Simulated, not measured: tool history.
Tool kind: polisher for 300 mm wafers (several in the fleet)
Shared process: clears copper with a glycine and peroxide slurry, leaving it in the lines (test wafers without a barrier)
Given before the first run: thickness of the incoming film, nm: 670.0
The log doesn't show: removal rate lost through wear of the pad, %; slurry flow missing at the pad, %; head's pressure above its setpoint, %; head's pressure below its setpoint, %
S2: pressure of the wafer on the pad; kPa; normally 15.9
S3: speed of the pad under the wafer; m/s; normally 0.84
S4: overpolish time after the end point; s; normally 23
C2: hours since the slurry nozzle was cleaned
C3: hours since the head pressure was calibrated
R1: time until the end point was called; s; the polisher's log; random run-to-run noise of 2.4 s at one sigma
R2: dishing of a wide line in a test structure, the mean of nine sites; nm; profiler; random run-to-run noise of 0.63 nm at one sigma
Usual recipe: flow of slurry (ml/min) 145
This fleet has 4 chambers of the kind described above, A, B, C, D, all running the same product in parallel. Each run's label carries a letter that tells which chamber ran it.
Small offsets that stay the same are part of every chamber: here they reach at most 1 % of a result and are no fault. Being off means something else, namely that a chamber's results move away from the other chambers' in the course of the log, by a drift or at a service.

Run 1B, hour 5.2: usual settings; wafers polished on this pad 775; C2 132.7; C3 673.3. Result: R1 194.98 s, R2 55.252 nm.
At hour 7.1: chamber C: worn pad replaced by a new one.
At hour 8.9: chamber D: worn pad replaced by a new one.
Run 2D, hour 13.7: usual settings; wafers polished on this pad 43; C2 253.9; C3 576.9. Result: R1 192.72 s, R2 56.737 nm.
Run 3A, hour 20.8: usual settings; wafers polished on this pad 1053; C2 711.0; C3 454.8. Result: R1 186.34 s, R2 54.845 nm.
Run 4C, hour 27.6: usual settings; wafers polished on this pad 185; C2 132.4; C3 380.6. Result: R1 186.12 s, R2 55.582 nm.
Run 5D, hour 32.2: usual settings; wafers polished on this pad 210; C2 272.4; C3 595.4. Result: R1 186.66 s, R2 56.735 nm.
Run 6C, hour 38.7: usual settings; wafers polished on this pad 285; C2 143.5; C3 391.7. Result: R1 189.66 s, R2 56.665 nm.
Run 7A, hour 45.9: usual settings; wafers polished on this pad 1280; C2 736.1; C3 479.9. Result: R1 188.37 s, R2 56.901 nm.
At hour 47.1: chamber B: worn pad replaced by a new one.
At hour 48.7: chamber A: worn pad replaced by a new one.
Run 8B, hour 55.5: usual settings; wafers polished on this pad 75; C2 183.0; C3 723.6. Result: R1 187.33 s, R2 57.543 nm.
Run 9A, hour 60.7: usual settings; wafers polished on this pad 109; C2 750.9; C3 494.7. Result: R1 189.16 s, R2 56.925 nm.
Run 10D, hour 65.2: usual settings; wafers polished on this pad 508; C2 305.4; C3 628.4. Result: R1 188.02 s, R2 56.647 nm.
At hour 72.9: chamber A: slurry nozzle cleaned.
Run 11B, hour 74.0: usual settings; wafers polished on this pad 243; C2 201.5; C3 742.1. Result: R1 190.14 s, R2 56.200 nm.
Run 12C, hour 78.7: usual settings; wafers polished on this pad 647; C2 183.5; C3 431.7. Result: R1 188.29 s, R2 56.947 nm.
At hour 79.5: chamber D: worn pad replaced by a new one.
At hour 84.3: chamber B: slurry nozzle cleaned.
Run 13C, hour 88.0: usual settings; wafers polished on this pad 731; C2 192.8; C3 441.0. Result: R1 187.83 s, R2 57.303 nm.
Run 14A, hour 93.8: usual settings; wafers polished on this pad 408; C2 20.9; C3 527.8. Result: R1 188.88 s, R2 56.197 nm.
Run 15D, hour 103.4: usual settings; wafers polished on this pad 216; C2 343.6; C3 666.6. Result: R1 187.48 s, R2 56.375 nm.
At hour 103.6: chamber D: head pressure recalibrated.
Run 16B, hour 109.2: usual settings; wafers polished on this pad 561; C2 24.9; C3 777.3. Result: R1 183.94 s, R2 55.878 nm.
Run 17D, hour 115.7: usual settings; wafers polished on this pad 327; C2 355.9; C3 12.2. Result: R1 187.53 s, R2 56.208 nm.
Run 18B, hour 121.5: usual settings but S3 0.70 m/s; wafers polished on this pad 672; C2 37.2; C3 789.6. Result: R1 216.19 s, R2 50.373 nm.
At hour 122.0: chamber C: head pressure recalibrated.
At hour 123.8: chamber C: worn pad replaced by a new one.
Run 19C, hour 128.4: usual settings but S3 0.70 m/s; wafers polished on this pad 42; C2 233.2; C3 6.4. Result: R1 222.27 s, R2 49.870 nm.
Run 20A, hour 136.5: usual settings but S3 0.70 m/s; wafers polished on this pad 793; C2 63.6; C3 570.5. Result: R1 219.58 s, R2 50.480 nm.
Run 21B, hour 144.3: usual settings but S3 0.70 m/s; wafers polished on this pad 878; C2 60.0; C3 812.4. Result: R1 220.74 s, R2 51.366 nm.
At hour 144.4: chamber D: worn pad replaced by a new one.
Run 22C, hour 151.1: usual settings; wafers polished on this pad 247; C2 255.9; C3 29.1. Result: R1 195.06 s, R2 55.716 nm.
Run 23D, hour 158.6: usual settings; wafers polished on this pad 128; C2 398.8; C3 55.1. Result: R1 186.41 s, R2 57.573 nm.
At hour 159.3: chamber B: worn pad replaced by a new one.
Run 24A, hour 168.9: usual settings; wafers polished on this pad 1086; C2 96.0; C3 602.9. Result: R1 189.91 s, R2 55.059 nm.
Run 25D, hour 176.1: usual settings; wafers polished on this pad 286; C2 416.3; C3 72.6. Result: R1 189.61 s, R2 57.402 nm.
Run 26C, hour 181.0: usual settings; wafers polished on this pad 517; C2 285.8; C3 59.0. Result: R1 198.40 s, R2 55.534 nm.
Run 27A, hour 190.3: usual settings; wafers polished on this pad 1279; C2 117.4; C3 624.3. Result: R1 186.71 s, R2 55.300 nm.
Run 28B, hour 196.7: usual settings; wafers polished on this pad 337; C2 112.4; C3 864.8. Result: R1 190.16 s, R2 56.435 nm.
At hour 197.2: chamber B: head pressure recalibrated.
At hour 200.1: chamber A: worn pad replaced by a new one.
Run 29B, hour 203.2: usual settings; wafers polished on this pad 396; C2 118.9; C3 6.1. Result: R1 188.82 s, R2 57.125 nm.
Run 30A, hour 211.5: usual settings; wafers polished on this pad 103; C2 138.6; C3 645.5. Result: R1 191.24 s, R2 56.234 nm.
At hour 211.7: chamber D: worn pad replaced by a new one.
Run 31C, hour 216.1: usual settings; wafers polished on this pad 834; C2 320.9; C3 94.1. Result: R1 199.87 s, R2 54.350 nm.
Run 32D, hour 226.4: usual settings; wafers polished on this pad 133; C2 466.6; C3 122.9. Result: R1 186.05 s, R2 54.959 nm.
Run 33B, hour 235.0: usual settings; wafers polished on this pad 683; C2 150.7; C3 37.9. Result: R1 186.31 s, R2 57.470 nm.
Run 34D, hour 240.7: usual settings but S2 18.6 kPa, S3 0.96 m/s; wafers polished on this pad 262; C2 480.9; C3 137.2. Result: R1 150.93 s, R2 69.232 nm.
Run 35C, hour 249.7: usual settings but S2 18.6 kPa, S3 0.96 m/s; wafers polished on this pad 1137; C2 354.5; C3 127.7. Result: R1 158.29 s, R2 65.370 nm.
At hour 250.4: chamber A: head pressure recalibrated.
At hour 250.6: chamber C: worn pad replaced by a new one.
Run 36A, hour 259.1: usual settings but S2 18.6 kPa, S3 0.96 m/s; wafers polished on this pad 533; C2 186.2; C3 8.7. Result: R1 148.85 s, R2 68.913 nm.
Run 37A, hour 267.2: usual settings but S2 18.6 kPa, S3 0.96 m/s; wafers polished on this pad 606; C2 194.3; C3 16.8. Result: R1 147.24 s, R2 68.332 nm.
Run 38C, hour 275.8: usual settings; wafers polished on this pad 228; C2 380.6; C3 153.8. Result: R1 206.89 s, R2 52.510 nm.

Has any chamber moved away from the others, gradually or after a service, or does the common gauge drift, or do the chambers differ only by their own small steady offsets? State the chamber and the most likely cause if one applies.

Little by little, chamber C moves away from the other chambers.
Likeliest cause: slurry flow missing at the pad, % = 33.9.

Chamber C could run next with any of the 4 candidate recipes listed below; each alters the usual settings, and their results appear as question marks. Which one brings its results back in line with what the other chambers deliver on the usual settings?
Counts as in line when no further than this from what the other chambers average on the usual settings: R1 8.60 s; R2 2.200 nm
Run 39C-1, hour 283.3: usual settings but flow of slurry (ml/min) 140, S2 14.5 kPa, S3 0.76 m/s. Result: R1 ?, R2 ?.
Run 39C-2, hour 283.3: usual settings but flow of slurry (ml/min) 150, S2 17.2 kPa, S3 0.92 m/s. Result: R1 ?, R2 ?.
Run 39C-3, hour 283.3: usual settings but S2 15.2 kPa, S3 0.80 m/s. Result: R1 ?, R2 ?.
Run 39C-4, hour 283.3: usual settings but S2 16.5 kPa, S3 0.88 m/s. Result: R1 ?, R2 ?.

Average result of the remaining chambers running the usual settings: R1 188.99 s; R2 56.185 nm
  run      R1      R2
39C-1  239.08  45.813
39C-2  177.71  59.302
39C-3  220.38  49.217
39C-4  191.70  55.564
With 39C-4, the chamber falls back in line with the rest.
